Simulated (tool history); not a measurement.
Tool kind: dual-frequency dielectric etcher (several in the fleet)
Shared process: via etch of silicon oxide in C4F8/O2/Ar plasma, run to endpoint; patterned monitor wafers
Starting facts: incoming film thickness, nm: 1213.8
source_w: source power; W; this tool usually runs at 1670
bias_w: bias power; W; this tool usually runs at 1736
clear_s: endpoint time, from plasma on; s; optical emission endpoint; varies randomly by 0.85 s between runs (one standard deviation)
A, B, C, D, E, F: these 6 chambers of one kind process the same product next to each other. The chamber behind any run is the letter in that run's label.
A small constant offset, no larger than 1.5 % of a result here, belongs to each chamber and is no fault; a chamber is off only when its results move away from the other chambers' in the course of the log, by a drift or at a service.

run     day  source_w  bias_w  clear_s
 1A   0.350      1670    1736   269.27
 2D   0.633      1670    1736   268.69
 3C   1.021      1670    1736   269.86
 4B   1.429      1670    1736   267.52
 5F   1.654      1670    1736   267.82
 6E   1.929      1670    1736   268.98
 7B   2.200      1670    1736   265.95
 8F   2.533      1360    1416   308.32
 9A   2.725      1360    1416   309.46
10C   3.038      1360    1416   309.58
11D   3.329      1360    1416   310.36
12E   3.579      1360    1416   311.16
13D   3.850      1360    1416   310.72
14B   4.154      1670    1736   266.41
15C   4.538      1670    1736   269.27
16E   4.946      1670    1736   269.38
17F   5.125      1670    1736   268.62
18A   5.379      1670    1736   270.10
      5.667  -- chamber C: wet clean of the chamber
19B   5.758      1670    1736   264.98
20E   6.150      1670    1736   269.70
      6.242  -- chamber F: wet clean of the chamber
21F   6.396      1900    1352   272.39
22D   6.579      1900    1352   271.22
23C   6.967      1900    1352   272.17
24A   7.158      1900    1352   274.27
25A   7.538      1900    1352   274.36
26D   7.738      1900    1352   273.87
      7.817  -- chamber D: wet clean of the chamber
27B   8.071      1670    1736   265.10
      8.367  -- chamber E: wet clean of the chamber
28E   8.367      1670    1736   268.81
29C   8.562      1670    1736   267.95
30F   8.875      1420    2090   269.78
31A   9.250      1420    2090   272.01
32F   9.646      1420    2090   272.06
33B   9.900      1420    2090   265.05
34C  10.138      1420    2090   272.58
35D  10.346      1420    2090   271.66
36E  10.629      1670    1736   270.75
37F  10.896      1670    1736   269.92

Does one chamber stand apart from the rest, does the shared gauge drift, or is all well apart from small per-chamber offsets? Give the chamber and the most likely cause, where there is one.

Chamber B drifts away from the others.
Cause: etch rate over this chamber's usual, % = 2.46.
The log might look much the same if the cause were instead: source power that arrives over what is set, %.

Which of the 4 candidates below, each the usual settings with something changed and its results left as question marks, puts chamber B back in line with what the other chambers give on the usual settings?
In-line tolerance around the mean of the other chambers on the usual settings: clear_s 3.00 s
38B-1  11.192      1760    1800        ?
38B-2  11.192      1520    1626        ?
38B-3  11.192      1670    1547        ?
38B-4  11.192      1670    2060        ?

Mean of the other chambers on the usual settings: clear_s 269.41 s
  run  clear_s
38B-1   253.51
38B-2   276.59
38B-3   270.17
38B-4   248.85
Change 38B-3 lands the chamber within the allowed miss of the other chambers.
